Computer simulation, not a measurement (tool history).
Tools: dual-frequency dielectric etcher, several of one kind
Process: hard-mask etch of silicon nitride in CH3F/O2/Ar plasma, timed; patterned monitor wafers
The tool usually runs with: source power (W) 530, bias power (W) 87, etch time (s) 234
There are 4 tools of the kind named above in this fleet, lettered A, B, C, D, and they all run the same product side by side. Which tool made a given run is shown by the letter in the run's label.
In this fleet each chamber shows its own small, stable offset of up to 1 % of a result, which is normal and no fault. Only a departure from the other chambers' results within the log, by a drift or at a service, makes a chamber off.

| run | day | source power (W) | bias power (W) | etch time (s) | hours since the last wet clean | hours since the last source power generator calibration | hours since the last bias power generator calibration | read-back reference wafer on the same gauge, depth_nm | mean etch depth across the wafer (nm) |
|---|---|---|---|---|---|---|---|---|---|
| 1D | 0.467 | 530 | 87 | 234 | 76.4 | 973.1 | 2655.1 | 173.9 | 195.42 |
| 2B | 0.933 | 530 | 87 | 234 | 353 | 969.4 | 1269.2 | 174.07 | 193.38 |
| 3A | 1.496 | 530 | 87 | 234 | 59.5 | 2158.2 | 2659.7 | 173.87 | 196.01 |
| 4C | 1.779 | 530 | 87 | 234 | 214.8 | 2324.4 | 1311.6 | 174 | 195.2 |
| 5C | 2.225 | 530 | 87 | 234 | 225.5 | 2335.1 | 1322.3 | 173.97 | 195.68 |
| 6D | 2.554 | 530 | 87 | 234 | 126.5 | 1023.2 | 2705.2 | 174.06 | 193.76 |
| 7A | 2.875 | 530 | 87 | 234 | 92.6 | 2191.3 | 2692.8 | 174.13 | 196.62 |
| 8B | 3.2 | 460 | 99 | 234 | 407.4 | 1023.8 | 1323.6 | 174.25 | 192.39 |
| 9C | 3.725 | 460 | 99 | 234 | 261.5 | 2371.1 | 1358.3 | 174.03 | 194.57 |
| 10A | 4.033 | 460 | 99 | 234 | 120.4 | 2219.1 | 2720.6 | 174.2 | 195.28 |
| 11B | 4.488 | 460 | 99 | 234 | 438.3 | 1054.7 | 1354.5 | 173.85 | 192.99 |
|  | 4.967 | chamber B: wet clean of the chamber |
| 12D | 5.054 | 530 | 87 | 234 | 186.5 | 1083.2 | 2765.2 | 174.07 | 193.81 |
| 13D | 5.329 | 530 | 87 | 234 | 193.1 | 1089.8 | 2771.8 | 174.12 | 194.75 |
| 14B | 5.717 | 530 | 87 | 234 | 18.1 | 1084.2 | 1384 | 173.96 | 199.72 |
| 15C | 5.992 | 530 | 87 | 209.5 | 315.9 | 2425.5 | 1412.7 | 174.07 | 175.54 |
| 16A | 6.358 | 530 | 87 | 209.5 | 176.2 | 2274.9 | 2776.4 | 174.01 | 175.68 |
| 17C | 6.929 | 530 | 87 | 209.5 | 338.4 | 2448 | 1435.2 | 174.13 | 175.7 |
| 18B | 7.388 | 530 | 87 | 209.5 | 58.2 | 1124.3 | 1424.1 | 173.97 | 179.38 |
| 19A | 7.904 | 530 | 87 | 234 | 213.3 | 2312 | 2813.5 | 174.1 | 195.55 |
| 20D | 8.267 | 640 | 87 | 234 | 263.6 | 1160.3 | 2842.3 | 173.68 | 209.83 |
| 21A | 8.758 | 640 | 87 | 234 | 233.8 | 2332.5 | 2834 | 173.79 | 210.64 |
|  | 9.042 | chamber C: wet clean of the chamber |
| 22C | 9.288 | 640 | 87 | 234 | 5.9 | 2504.6 | 1491.8 | 173.84 | 210.84 |
|  | 9.379 | chamber C: bias power generator calibrated |
| 23B | 9.65 | 640 | 87 | 234 | 112.5 | 1178.6 | 1478.4 | 174.04 | 214.88 |
| 24D | 9.958 | 530 | 87 | 234 | 304.2 | 1200.9 | 2882.9 | 173.99 | 196.42 |
| 25D | 10.521 | 530 | 87 | 234 | 317.7 | 1214.4 | 2896.4 | 174.04 | 195.89 |
| 26C | 11.029 | 530 | 87 | 204 | 47.7 | 2546.4 | 39.7 | 174.14 | 169.7 |
| 27B | 11.296 | 530 | 87 | 204 | 152 | 1218.1 | 1517.9 | 174.07 | 175.54 |
| 28A | 11.662 | 530 | 87 | 204 | 303.5 | 2402.2 | 2903.7 | 174.15 | 170.06 |
| 29B | 12.025 | 530 | 87 | 204 | 169.5 | 1235.6 | 1535.4 | 173.98 | 173.5 |
| 30D | 12.35 | 530 | 87 | 234 | 361.6 | 1258.3 | 2940.3 | 174.11 | 197.21 |
| 31A | 12.642 | 530 | 87 | 234 | 327 | 2425.7 | 2927.2 | 173.91 | 195.56 |
| 32C | 12.9 | 650 | 87 | 234 | 92.6 | 2591.3 | 84.6 | 173.92 | 211.73 |
| 33A | 13.304 | 650 | 87 | 234 | 342.9 | 2441.6 | 2943.1 | 174.12 | 213.31 |
| 34C | 13.654 | 650 | 87 | 234 | 110.7 | 2609.4 | 102.7 | 174.2 | 211.92 |
| 35B | 14.133 | 650 | 87 | 234 | 220.1 | 1286.2 | 1586 | 174.09 | 217.14 |

All chambers now run identical settings, listed one chamber a line with results as question marks. What results will each chamber show?
| 36A | 14.55 | 490 | 87 | 234 |  |  |  |  | ? |
| 36B | 14.55 | 490 | 87 | 234 |  |  |  |  | ? |
| 36C | 14.55 | 490 | 87 | 234 |  |  |  |  | ? |
| 36D | 14.55 | 490 | 87 | 234 |  |  |  |  | ? |

| run | mean etch depth across the wafer (nm) |
|---|---|
| 36A | 191.33 |
| 36B | 195.35 |
| 36C | 190.91 |
| 36D | 189 |
